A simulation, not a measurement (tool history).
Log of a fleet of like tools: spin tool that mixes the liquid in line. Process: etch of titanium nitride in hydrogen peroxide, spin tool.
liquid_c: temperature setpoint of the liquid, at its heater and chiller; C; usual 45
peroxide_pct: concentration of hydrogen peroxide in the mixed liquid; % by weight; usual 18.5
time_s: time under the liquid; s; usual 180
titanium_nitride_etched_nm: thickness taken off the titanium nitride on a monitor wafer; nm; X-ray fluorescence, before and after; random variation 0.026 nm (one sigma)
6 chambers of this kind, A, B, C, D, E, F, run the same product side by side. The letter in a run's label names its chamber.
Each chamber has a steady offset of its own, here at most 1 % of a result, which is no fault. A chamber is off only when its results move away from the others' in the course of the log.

run   hour  liquid_c  peroxide_pct  time_s  hours since the thermometer was replaced  hours since the peroxide flow meter was replaced  hours since the heated supply line was repaired  hours since the drum of peroxide was connected  read-back film thickness of the titanium nitride reference wafer, read on the same gauge (nm)  titanium_nitride_etched_nm
 1A    4.7        45          18.5     180                                      40.8                                             656.1                                            926.1                                           416.7                                                                                         69.984                      7.2686
 2F   11.7        45          18.5     180                                      12.8                                             123.2                                           1113.2                                           551.5                                                                                         69.982                      7.3047
 3D     16        45          18.5     180                                    1011.5                                             757.6                                            187.7                                           149.8                                                                                         69.965                        7.26
      18.3  -- chamber B: heated supply line repaired
 4E   24.4        45          18.5     180                                     995.4                                             578.8                                           2345.2                                           677.9                                                                                         70.032                      7.2514
 5B   28.9        45          18.5     180                                     100.6                                             406.1                                             10.6                                           417.8                                                                                         70.038                       7.257
      32.9  -- chamber C: new drum of peroxide connected
 6C     34        45            21     180                                     958.7                                             776.7                                           1527.7                                             1.2                                                                                         70.002                      7.4498
      34.1  -- chamber D: peroxide flow meter replaced
      37.9  -- chamber E: new drum of peroxide connected
 7F   41.5        45            21     180                                      42.6                                               153                                             1143                                           581.3                                                                                         69.991                       7.522
 8A   50.5        45            21     180                                      86.6                                             701.9                                            971.9                                           462.5                                                                                         69.981                      7.4699
 9D   59.2        45            21     180                                    1054.7                                              25.1                                            230.9                                             193                                                                                          70.01                      7.4517
10B     67        45            21     180                                     138.7                                             444.2                                             48.7                                           455.9                                                                                         69.976                      7.4541
11E   75.8        45            21     180                                    1046.8                                             630.2                                           2396.6                                            37.9                                                                                         69.959                      7.5179
12C   83.2        45            13      90                                    1007.9                                             825.9                                           1576.9                                            50.4                                                                                         69.999                      3.3488
13B     89        45            13      90                                     160.7                                             466.2                                             70.7                                           477.9                                                                                          69.99                      3.3634
14F   95.2        45            13      90                                      96.3                                             206.7                                           1196.7                                             635                                                                                         70.016                      3.4049
15A  103.7        45            13      90                                     139.8                                             755.1                                           1025.1                                           515.7                                                                                         69.961                      3.3674
16C  108.1        45            13      90                                    1032.8                                             850.8                                           1601.8                                            75.3                                                                                         69.994                      3.3598
17E  117.4        45            13      90                                    1088.4                                             671.8                                           2438.2                                            79.5                                                                                         69.982                      3.3285
     120.8  -- chamber F: new drum of peroxide connected
18D  122.6        45          18.5     180                                    1118.1                                              88.5                                            294.3                                           256.4                                                                                         69.999                       7.215
19F  128.7        45          18.5     180                                     129.8                                             240.2                                           1230.2                                               8                                                                                         69.974                      7.3215
20A    138        45          18.5     180                                     174.1                                             789.4                                           1059.4                                             550                                                                                         70.026                      7.2533
21D  147.3        45          18.5     180                                    1142.8                                             113.2                                              319                                           281.1                                                                                         70.027                      7.1851
22C  151.9        45          18.5     180                                    1076.6                                             894.6                                           1645.6                                           119.1                                                                                         70.025                      7.1678
23B  156.2        45          18.5     180                                     227.9                                             533.4                                            137.9                                           545.1                                                                                         69.998                      7.2632
24E  162.8        45          18.5     180                                    1133.8                                             717.2                                           2483.6                                           124.9                                                                                         70.034                      7.2384
25C  169.9        45          18.5     180                                    1094.6                                             912.6                                           1663.6                                           137.1                                                                                         69.995                      7.1422
26D  176.5        45          18.5     180                                      1172                                             142.4                                            348.2                                           310.3                                                                                         70.022                      7.2248
27B  184.8      53.5          18.5     180                                     256.5                                               562                                            166.5                                           573.7                                                                                          69.97                      13.258
28E  189.9      53.5          18.5     180                                    1160.9                                             744.3                                           2510.7                                             152                                                                                         69.998                      13.338
29A  196.1      53.5          18.5     180                                     232.2                                             847.5                                           1117.5                                           608.1                                                                                         69.992                      13.632
30F  204.3      53.5          18.5     180                                     205.4                                             315.8                                           1305.8                                            83.6                                                                                         70.009                      13.604
     212.5  -- chamber B: new drum of peroxide connected
31E  212.6      53.5          18.5     180                                    1183.6                                               767                                           2533.4                                           174.7                                                                                         70.008                      13.245
32C  221.5      53.5          18.5     180                                    1146.2                                             964.2                                           1715.2                                           188.7                                                                                         69.967                      13.186
     223.4  -- chamber A: new drum of peroxide connected
33D  228.5        45          18.5     180                                      1224                                             194.4                                            400.2                                           362.3                                                                                         69.977                      7.2595
34B  233.8        45          18.5     180                                     305.5                                               611                                            215.5                                            21.4                                                                                         70.027                      7.2479
35F    239        45          18.5     180                                     240.1                                             350.5                                           1340.5                                           118.3                                                                                         69.995                      7.3466
36A  247.7        45          18.5     180                                     283.8                                             899.1                                           1169.1                                            24.3                                                                                         69.995                      7.3118

All 6 chambers run these settings next. Forecast each chamber's results:
37A  254.4        45          18.5     180                                                                                                                                                                                                                                                                                                                       ?
37B  254.4        45          18.5     180                                                                                                                                                                                                                                                                                                                       ?
37C  254.4        45          18.5     180                                                                                                                                                                                                                                                                                                                       ?
37D  254.4        45          18.5     180                                                                                                                                                                                                                                                                                                                       ?
37E  254.4        45          18.5     180                                                                                                                                                                                                                                                                                                                       ?
37F  254.4        45          18.5     180                                                                                                                                                                                                                                                                                                                       ?

run  titanium_nitride_etched_nm
37A                      7.2845
37B                      7.2738
37C                      7.0124
37D                      7.2134
37E                      7.2152
37F                       7.315
